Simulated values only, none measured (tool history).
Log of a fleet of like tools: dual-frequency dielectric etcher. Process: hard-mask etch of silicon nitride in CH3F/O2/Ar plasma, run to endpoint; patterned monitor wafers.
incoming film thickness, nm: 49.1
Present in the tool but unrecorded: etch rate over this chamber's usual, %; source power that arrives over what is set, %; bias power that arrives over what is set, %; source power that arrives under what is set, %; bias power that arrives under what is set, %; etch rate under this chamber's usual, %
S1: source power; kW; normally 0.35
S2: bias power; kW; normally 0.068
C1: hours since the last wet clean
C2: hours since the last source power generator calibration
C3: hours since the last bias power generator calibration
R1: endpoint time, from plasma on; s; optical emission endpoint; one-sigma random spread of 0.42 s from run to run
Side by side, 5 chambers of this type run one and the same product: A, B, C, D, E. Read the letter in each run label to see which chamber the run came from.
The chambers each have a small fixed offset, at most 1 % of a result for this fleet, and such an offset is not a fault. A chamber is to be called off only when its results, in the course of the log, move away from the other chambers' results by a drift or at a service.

Run 1D, day 0.092: usual settings; C1 214.9; C2 389.9; C3 1400.2. Result: R1 75.646 s.
Run 2A, day 0.225: usual settings; C1 585.9; C2 2064.1; C3 958.7. Result: R1 77.065 s.
Run 3B, day 0.342: usual settings; C1 42.4; C2 331.4; C3 1286. Result: R1 75.418 s.
Run 4C, day 0.488: usual settings; C1 398.8; C2 802.4; C3 1382.7. Result: R1 75.861 s.
At day 0.571: chamber A: wet clean of the chamber.
Run 5E, day 0.65: usual settings; C1 103.1; C2 2057.9; C3 3324. Result: R1 76.939 s.
Run 6E, day 0.788: usual settings; C1 106.4; C2 2061.2; C3 3327.3. Result: R1 76.979 s.
Run 7A, day 0.921: usual settings; C1 8.5; C2 2080.8; C3 975.4. Result: R1 77.452 s.
Run 8C, day 1.067: usual settings; C1 412.7; C2 816.3; C3 1396.6. Result: R1 76.156 s.
Run 9B, day 1.188: usual settings but S2 0.079 kW; C1 62.7; C2 351.7; C3 1306.3. Result: R1 71.914 s.
Run 10D, day 1.333: usual settings but S2 0.079 kW; C1 244.7; C2 419.7; C3 1430. Result: R1 71.09 s.
Run 11D, day 1.45: usual settings but S2 0.079 kW; C1 247.5; C2 422.5; C3 1432.8. Result: R1 71.809 s.
Run 12C, day 1.633: usual settings but S2 0.079 kW; C1 426.3; C2 829.9; C3 1410.2. Result: R1 72.332 s.
Run 13E, day 1.8: usual settings but S2 0.079 kW; C1 130.7; C2 2085.5; C3 3351.6. Result: R1 73.378 s.
Run 14B, day 1.958: usual settings; C1 81.2; C2 370.2; C3 1324.8. Result: R1 74.684 s.
Run 15A, day 2.071: usual settings; C1 36.1; C2 2108.4; C3 1003. Result: R1 76.571 s.
Run 16D, day 2.158: usual settings; C1 264.5; C2 439.5; C3 1449.8. Result: R1 75.285 s.
Run 17E, day 2.342: usual settings; C1 143.7; C2 2098.5; C3 3364.6. Result: R1 77.417 s.
Run 18C, day 2.525: usual settings; C1 447.7; C2 851.3; C3 1431.6. Result: R1 76.335 s.
Run 19A, day 2.638: usual settings; C1 49.7; C2 2122; C3 1016.6. Result: R1 75.608 s.
Run 20B, day 2.767: usual settings but S1 0.4 kW, S2 0.052 kW; C1 100.6; C2 389.6; C3 1344.2. Result: R1 77.88 s.
Run 21C, day 2.917: usual settings but S1 0.4 kW, S2 0.052 kW; C1 457.1; C2 860.7; C3 1441. Result: R1 79 s.
Run 22D, day 3.004: usual settings but S1 0.4 kW, S2 0.052 kW; C1 284.8; C2 459.8; C3 1470.1. Result: R1 77.279 s.
Run 23B, day 3.167: usual settings but S1 0.4 kW, S2 0.052 kW; C1 110.2; C2 399.2; C3 1353.8. Result: R1 78.256 s.
Run 24E, day 3.267: usual settings but S1 0.4 kW, S2 0.052 kW; C1 165.9; C2 2120.7; C3 3386.8. Result: R1 79.747 s.
Run 25A, day 3.388: usual settings; C1 67.7; C2 2140; C3 1034.6. Result: R1 76.315 s.
Run 26A, day 3.517: usual settings; C1 70.8; C2 2143.1; C3 1037.7. Result: R1 77.057 s.
Run 27E, day 3.646: usual settings; C1 175; C2 2129.8; C3 3395.9. Result: R1 76.628 s.
Run 28C, day 3.779: usual settings; C1 477.8; C2 881.4; C3 1461.7. Result: R1 76.328 s.
Run 29D, day 3.954: usual settings; C1 307.6; C2 482.6; C3 1492.9. Result: R1 73.641 s.
Run 30B, day 4.138: usual settings; C1 133.5; C2 422.5; C3 1377.1. Result: R1 74.972 s.
Run 31B, day 4.229: usual settings; C1 135.7; C2 424.7; C3 1379.3. Result: R1 75.659 s.
Run 32A, day 4.321: usual settings; C1 90.1; C2 2162.4; C3 1057. Result: R1 76.032 s.
Run 33D, day 4.45: usual settings; C1 319.5; C2 494.5; C3 1504.8. Result: R1 74.031 s.
Run 34E, day 4.588: usual settings; C1 197.6; C2 2152.4; C3 3418.5. Result: R1 76.478 s.
At day 4.679: chamber C: wet clean of the chamber.
Run 35C, day 4.742: usual settings; C1 1.6; C2 904.5; C3 1484.8. Result: R1 75.989 s.
Run 36A, day 4.921: usual settings; C1 104.5; C2 2176.8; C3 1071.4. Result: R1 76.872 s.
Run 37C, day 5.042: usual settings; C1 8.8; C2 911.7; C3 1492. Result: R1 75.938 s.
Run 38B, day 5.192: usual settings; C1 158.8; C2 447.8; C3 1402.4. Result: R1 75.228 s.
Run 39E, day 5.346: usual settings; C1 215.8; C2 2170.6; C3 3436.7. Result: R1 76.341 s.
Run 40D, day 5.479: usual settings; C1 344.2; C2 519.2; C3 1529.5. Result: R1 73.271 s.

All chambers now run identical settings, listed one chamber a line with results as question marks. What results will each chamber show?
Run 41A, day 5.612: usual settings. Result: R1 ?.
Run 41B, day 5.612: usual settings. Result: R1 ?.
Run 41C, day 5.612: usual settings. Result: R1 ?.
Run 41D, day 5.612: usual settings. Result: R1 ?.
Run 41E, day 5.612: usual settings. Result: R1 ?.

run      R1
41A  76.268
41B  75.384
41C  75.769
41D  72.666
41E  76.614

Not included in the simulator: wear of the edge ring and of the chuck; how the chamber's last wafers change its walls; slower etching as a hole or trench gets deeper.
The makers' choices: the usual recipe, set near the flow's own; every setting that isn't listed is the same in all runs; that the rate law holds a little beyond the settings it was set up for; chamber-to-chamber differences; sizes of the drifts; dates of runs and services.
